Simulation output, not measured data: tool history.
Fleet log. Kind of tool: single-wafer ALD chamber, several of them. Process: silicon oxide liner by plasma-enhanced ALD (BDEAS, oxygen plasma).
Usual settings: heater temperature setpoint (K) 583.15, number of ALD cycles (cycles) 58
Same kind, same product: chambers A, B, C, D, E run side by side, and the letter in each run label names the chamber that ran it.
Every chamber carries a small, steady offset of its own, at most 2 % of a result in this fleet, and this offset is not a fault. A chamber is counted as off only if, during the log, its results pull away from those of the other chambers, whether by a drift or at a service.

run,hour,heater temperature setpoint (K),number of ALD cycles (cycles),hours since the last thermocouple change,"read-back reference wafer on the same gauge, thickness_nm",mean film thickness on the monitor wafer (Å)
1C,9.1,583.15,58,2312.0,4.9976,53.332
2B,19.6,583.15,58,650.1,4.9999,53.340
3D,27.0,583.15,58,1734.1,4.9995,53.255
4E,41.2,583.15,58,1020.8,4.9977,53.199
5A,49.9,576.15,47,456.1,4.9953,42.787
6D,65.4,576.15,47,1772.5,4.9970,43.530
7A,76.9,576.15,47,483.1,4.9956,42.718
8B,86.8,576.15,47,717.3,4.9923,43.697
9E,100.4,576.15,47,1080.0,4.9922,43.461
10C,113.0,583.15,58,2415.9,4.9926,53.363
11B,125.0,583.15,58,755.5,4.9927,53.376
# hour 137.8: chamber C: thermocouple changed; heater temperature recalibrated
12E,139.6,583.15,58,1119.2,4.9915,53.154
13A,152.0,583.15,58,558.2,4.9882,52.287
14C,161.4,583.15,58,23.6,4.9912,53.248
15D,172.0,583.15,58,1879.1,4.9890,53.080
16A,180.0,583.15,58,586.2,4.9874,52.187
17D,187.2,583.15,58,1894.3,4.9890,52.983
18B,199.1,583.15,58,829.6,4.9878,53.061
19C,211.5,583.15,58,73.7,4.9864,53.340
20E,224.2,583.15,58,1203.8,4.9855,53.156
21A,238.9,583.15,58,645.1,4.9852,52.080
22D,248.3,575.15,50,1955.4,4.9828,46.366
23C,260.7,575.15,50,122.9,4.9809,46.457
24B,275.9,575.15,50,906.4,4.9843,46.345
25E,288.1,575.15,50,1267.7,4.9811,46.258
26E,295.3,575.15,50,1274.9,4.9785,46.164
27C,311.3,583.15,58,173.5,4.9786,53.050
28B,323.5,583.15,64,954.0,4.9773,58.507
29A,336.0,583.15,64,742.2,4.9781,57.537
30D,347.2,583.15,64,2054.3,4.9764,58.427
31A,360.1,583.15,64,766.3,4.9755,57.509
32D,376.2,583.15,64,2083.3,4.9770,58.481
33E,386.5,583.15,58,1366.1,4.9733,52.991
34B,397.9,583.15,58,1028.4,4.9729,53.144
35C,408.9,583.15,58,271.1,4.9723,52.954
36A,417.1,583.15,58,823.3,4.9731,51.982

Next, every chamber runs the same settings. What will each give?
37A,428.8,583.15,58,,,?
37B,428.8,583.15,58,,,?
37C,428.8,583.15,58,,,?
37D,428.8,583.15,58,,,?
37E,428.8,583.15,58,,,?

run,mean film thickness on the monitor wafer (Å)
37A,52.183
37B,53.010
37C,53.097
37D,52.892
37E,52.769

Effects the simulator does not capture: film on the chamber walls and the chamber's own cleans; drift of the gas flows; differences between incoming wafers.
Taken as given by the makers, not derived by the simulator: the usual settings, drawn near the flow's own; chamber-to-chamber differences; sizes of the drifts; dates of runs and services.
